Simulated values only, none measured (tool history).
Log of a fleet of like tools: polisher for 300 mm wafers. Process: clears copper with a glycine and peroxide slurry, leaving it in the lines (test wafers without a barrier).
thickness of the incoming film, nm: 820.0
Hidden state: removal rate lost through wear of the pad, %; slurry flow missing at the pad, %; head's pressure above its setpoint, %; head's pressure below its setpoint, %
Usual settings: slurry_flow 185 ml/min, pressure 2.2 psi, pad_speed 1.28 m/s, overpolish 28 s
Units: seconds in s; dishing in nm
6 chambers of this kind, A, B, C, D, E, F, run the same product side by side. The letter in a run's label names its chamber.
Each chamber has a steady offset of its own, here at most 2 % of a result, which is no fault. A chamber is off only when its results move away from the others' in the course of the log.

run,day,slurry_flow,pressure,pad_speed,overpolish,wafers polished on this pad,hours since the slurry nozzle was cleaned,hours since the head pressure was calibrated,seconds,dishing
# day 0.217: chamber E: worn pad replaced by a new one
1B,0.375,185,2.2,1.28,28,204,76.8,205.4,165.36,73.723
2E,0.95,185,2.2,1.28,28,128,234.9,266.2,164.58,70.826
3A,1.208,185,2.2,1.28,28,267,585.4,54.6,160.45,69.924
4F,1.754,185,2.2,1.28,28,627,561.2,896.4,161.26,73.044
5C,2.083,185,2.2,1.28,28,1330,194.5,141.9,158.57,71.406
# day 2.1: chamber C: worn pad replaced by a new one
6D,2.583,185,2.2,1.28,28,461,82.7,357.3,157.88,67.463
7D,3.075,185,2.2,1.28,28,547,94.5,369.1,162.29,71.183
8A,3.371,185,2.2,1.28,28,645,637.3,106.5,159.01,74.625
9B,3.7,185,2.2,1.28,28,785,156.6,285.2,167.03,70.749
10F,4.067,185,2.2,1.28,28,1031,616.7,951.9,160.96,71.232
11C,4.592,185,2.2,1.28,28,435,254.7,202.1,165.97,71.846
# day 4.808: chamber F: worn pad replaced by a new one
12E,5.008,185,2.2,1.28,28,837,332.3,363.6,162.51,74.075
# day 5.154: chamber A: slurry nozzle cleaned
# day 5.217: chamber A: worn pad replaced by a new one
13C,5.508,185,2.2,1.28,28,595,276.7,224.1,160.67,72.194
14B,5.962,185,2.2,1.28,28,1180,210.9,339.5,169.48,68.44
15E,6.296,185,2.2,1.28,28,1061,363.2,394.5,162.13,73.357
# day 6.396: chamber F: slurry nozzle cleaned
16A,6.562,185,2.2,1.28,28,235,33.8,183.1,166.22,70.448
# day 6.654: chamber D: worn pad replaced by a new one
17D,6.854,185,2.2,1.12,40,35,185.2,459.8,183.66,85.2
# day 7.275: chamber E: worn pad replaced by a new one
18F,7.333,185,2.2,1.12,40,441,22.5,1030.3,176.61,82.751
19C,7.829,185,2.2,1.12,40,1001,332.4,279.8,182.05,82.547
20A,8.317,185,2.2,1.12,40,541,75.9,225.2,185.81,77.532
21E,8.896,185,2.2,1.12,40,283,425.6,456.9,184.11,82.026
22B,9.279,185,2.2,1.12,40,1760,290.5,419.1,193.98,79.616
23D,9.567,185,2.2,1.28,28,508,250.3,524.9,161.51,72.943
24F,10.058,185,2.2,1.28,28,917,87.9,1095.7,162.25,71.009
# day 10.129: chamber A: worn pad replaced by a new one
25F,10.329,185,2.2,1.28,28,964,94.4,1102.2,160.8,68.935
# day 10.683: chamber C: worn pad replaced by a new one
26A,10.717,185,1.8,1.28,22,103,133.5,282.8,192.99,53.009
27B,11.033,185,1.8,1.28,22,2066,332.6,461.2,206.7,52.182
28E,11.483,185,1.8,1.28,22,735,487.7,519,192.91,53.53
29D,12.008,185,1.8,1.28,22,935,308.9,583.5,186.42,52.864
# day 12.254: chamber B: slurry nozzle cleaned
30C,12.429,185,1.8,1.28,22,305,442.8,390.2,186.64,53.558
31A,12.729,185,1.8,1.28,22,454,181.8,331.1,195.22,54.431
# day 12.908: chamber F: worn pad replaced by a new one
32C,13.2,185,2.2,1.28,28,439,461.3,408.7,163.16,73.927
# day 13.296: chamber C: slurry nozzle cleaned
33F,13.667,185,2.2,1.28,28,132,174.5,1182.3,156.18,71.782
34E,14.158,185,2.2,1.28,28,1202,551.9,583.2,162.79,68.347
# day 14.317: chamber E: worn pad replaced by a new one
35D,14.517,185,2.2,1.28,28,1373,369.1,643.7,163.7,72.29
# day 14.542: chamber D: worn pad replaced by a new one
# day 14.592: chamber A: worn pad replaced by a new one
36B,14.892,185,2.2,1.28,28,2740,63.3,553.8,175.69,68.796
37B,15.258,185,2.2,1.28,28,2804,72.1,562.6,181.53,66.341
38C,15.725,185,2.2,1.28,28,880,58.4,469.3,164.55,71.605
# day 15.788: chamber A: head pressure recalibrated
39E,16.096,185,2.2,1.28,28,311,598.4,629.7,161.91,70.758
40F,16.346,185,2.2,0.88,36,600,238.8,1246.6,224.72,70.255
41A,16.758,185,2.2,0.88,36,378,278.5,23.3,220.56,72.803
42D,17.104,185,2.2,0.88,36,447,431.2,705.8,224.82,70.26

All 6 chambers run these settings next. Forecast each chamber's results:
43A,17.521,185,2.2,1.28,28,,,,?,?
43B,17.521,185,2.2,1.28,28,,,,?,?
43C,17.521,185,2.2,1.28,28,,,,?,?
43D,17.521,185,2.2,1.28,28,,,,?,?
43E,17.521,185,2.2,1.28,28,,,,?,?
43F,17.521,185,2.2,1.28,28,,,,?,?

run,seconds,dishing
43A,165.46,74.85
43B,181.27,69.428
43C,161.21,70.503
43D,162.21,74.315
43E,159.1,72.24
43F,161.13,71.124
